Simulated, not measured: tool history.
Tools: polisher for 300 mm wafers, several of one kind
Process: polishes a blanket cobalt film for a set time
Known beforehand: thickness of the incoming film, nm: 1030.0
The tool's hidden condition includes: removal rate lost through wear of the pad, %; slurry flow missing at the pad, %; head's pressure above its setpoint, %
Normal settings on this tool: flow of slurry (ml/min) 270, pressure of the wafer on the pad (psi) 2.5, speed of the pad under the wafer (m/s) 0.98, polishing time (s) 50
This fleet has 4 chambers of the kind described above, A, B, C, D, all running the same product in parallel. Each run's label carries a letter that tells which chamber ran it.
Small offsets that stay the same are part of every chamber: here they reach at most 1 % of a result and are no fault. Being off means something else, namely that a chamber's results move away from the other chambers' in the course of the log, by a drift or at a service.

| run | day | flow of slurry (ml/min) | pressure of the wafer on the pad (psi) | speed of the pad under the wafer (m/s) | polishing time (s) | wafers polished on this pad | hours since the slurry nozzle was cleaned | hours since the head pressure was calibrated | film removed (angstrom) |
|---|---|---|---|---|---|---|---|---|---|
| 1B | 0.546 | 270 | 2.5 | 0.98 | 50 | 414 | 456.3 | 99.9 | 3594.3 |
|  | 0.625 | chamber A: worn pad replaced by a new one |
|  | 0.871 | chamber B: slurry nozzle cleaned |
| 2D | 0.971 | 270 | 2.5 | 0.98 | 50 | 776 | 102.8 | 625.7 | 3616.5 |
| 3A | 1.283 | 270 | 2.5 | 0.98 | 50 | 130 | 240.0 | 535.4 | 3717.0 |
| 4C | 1.675 | 270 | 2.5 | 0.98 | 50 | 1181 | 43.9 | 372.3 | 3564.9 |
|  | 1.904 | chamber B: worn pad replaced by a new one |
| 5B | 2.067 | 270 | 2.5 | 0.98 | 50 | 32 | 28.7 | 136.4 | 3635.8 |
| 6D | 2.508 | 270 | 2.5 | 0.98 | 50 | 1080 | 139.7 | 662.6 | 3603.8 |
|  | 2.517 | chamber D: worn pad replaced by a new one |
| 7A | 2.829 | 270 | 2.5 | 0.98 | 50 | 435 | 277.1 | 572.5 | 3600.0 |
|  | 3.150 | chamber C: worn pad replaced by a new one |
| 8C | 3.308 | 270 | 2.5 | 1.16 | 50 | 31 | 83.1 | 411.5 | 4304.5 |
| 9A | 3.900 | 270 | 2.5 | 1.16 | 50 | 647 | 302.8 | 598.2 | 4205.7 |
| 10D | 4.162 | 270 | 2.5 | 1.16 | 50 | 325 | 179.4 | 702.3 | 4279.7 |
| 11C | 4.683 | 270 | 2.5 | 1.16 | 50 | 303 | 116.1 | 444.5 | 4325.0 |
| 12B | 5.071 | 320 | 2.5 | 0.98 | 50 | 626 | 100.8 | 208.5 | 3612.5 |
|  | 5.146 | chamber A: worn pad replaced by a new one |
|  | 5.246 | chamber C: head pressure recalibrated |
| 13D | 5.429 | 320 | 2.5 | 0.98 | 50 | 576 | 209.8 | 732.7 | 3627.2 |
|  | 5.650 | chamber B: worn pad replaced by a new one |
| 14B | 5.817 | 320 | 2.5 | 0.98 | 50 | 33 | 118.7 | 226.4 | 3646.1 |
| 15A | 6.112 | 320 | 2.5 | 0.98 | 50 | 191 | 355.9 | 651.3 | 3689.4 |
| 16C | 6.592 | 270 | 2.5 | 0.98 | 50 | 680 | 161.9 | 32.3 | 3612.7 |
| 17D | 6.933 | 270 | 2.5 | 0.98 | 50 | 873 | 245.9 | 768.8 | 3644.1 |
| 18A | 7.333 | 270 | 2.5 | 0.98 | 50 | 433 | 385.2 | 680.6 | 3654.4 |
| 19C | 7.871 | 270 | 2.5 | 0.98 | 50 | 933 | 192.6 | 63.0 | 3649.1 |
|  | 8.154 | chamber D: worn pad replaced by a new one |
| 20B | 8.408 | 270 | 2.5 | 0.98 | 50 | 545 | 180.9 | 288.6 | 3595.2 |
|  | 8.846 | chamber B: worn pad replaced by a new one |
| 21D | 8.946 | 270 | 2.5 | 0.98 | 50 | 157 | 294.2 | 817.1 | 3607.9 |
|  | 9.192 | chamber C: worn pad replaced by a new one |
| 22B | 9.379 | 225 | 2.5 | 0.98 | 36 | 105 | 204.2 | 311.9 | 2554.9 |
|  | 9.625 | chamber A: worn pad replaced by a new one |
| 23A | 9.858 | 225 | 2.5 | 0.98 | 36 | 46 | 445.8 | 741.2 | 2511.0 |
| 24C | 10.396 | 225 | 2.5 | 0.98 | 36 | 237 | 253.2 | 123.6 | 2522.8 |
|  | 10.696 | chamber A: slurry nozzle cleaned |
| 25C | 10.792 | 225 | 2.5 | 0.98 | 36 | 316 | 262.7 | 133.1 | 2580.8 |
|  | 11.158 | chamber D: head pressure recalibrated |
| 26A | 11.371 | 270 | 2.5 | 0.98 | 50 | 345 | 16.2 | 777.5 | 3722.3 |
|  | 11.638 | chamber D: slurry nozzle cleaned |
| 27D | 11.762 | 270 | 2.0 | 0.72 | 50 | 713 | 3.1 | 14.5 | 2115.2 |
|  | 12.238 | chamber B: worn pad replaced by a new one |
| 28B | 12.288 | 270 | 2.0 | 0.72 | 50 | 10 | 274.0 | 381.7 | 2112.1 |
| 29D | 12.650 | 270 | 2.0 | 0.72 | 50 | 889 | 24.4 | 35.8 | 2143.0 |
|  | 12.738 | chamber A: head pressure recalibrated |
| 30A | 13.042 | 270 | 2.0 | 0.72 | 50 | 675 | 56.3 | 7.3 | 2156.6 |
| 31C | 13.517 | 270 | 2.5 | 1.30 | 34 | 854 | 328.1 | 198.5 | 3242.7 |
| 32B | 13.846 | 270 | 2.5 | 1.30 | 34 | 318 | 311.4 | 419.1 | 3265.4 |
|  | 13.908 | chamber A: worn pad replaced by a new one |
|  | 14.233 | chamber D: worn pad replaced by a new one |
| 33B | 14.283 | 270 | 2.5 | 1.30 | 34 | 404 | 321.9 | 429.6 | 3304.3 |
|  | 14.500 | chamber C: slurry nozzle cleaned |
| 34D | 14.788 | 270 | 2.5 | 1.30 | 34 | 110 | 75.7 | 87.1 | 3310.5 |
| 35C | 15.150 | 270 | 2.5 | 0.98 | 50 | 1177 | 15.7 | 237.7 | 3506.3 |
| 36A | 15.579 | 270 | 2.5 | 1.30 | 50 | 330 | 117.2 | 68.2 | 4835.2 |
| 37D | 16.175 | 270 | 2.5 | 1.30 | 50 | 384 | 109.0 | 120.4 | 4757.4 |

Decide between three cases: one chamber stands off from its peers, the gauge reading all wafers drifts, or nothing is wrong past each chamber's small offset. Where a chamber is off, say which and what most likely put it there.

All chambers stay in line apart from their small fixed offsets, and the gauge does not drift.

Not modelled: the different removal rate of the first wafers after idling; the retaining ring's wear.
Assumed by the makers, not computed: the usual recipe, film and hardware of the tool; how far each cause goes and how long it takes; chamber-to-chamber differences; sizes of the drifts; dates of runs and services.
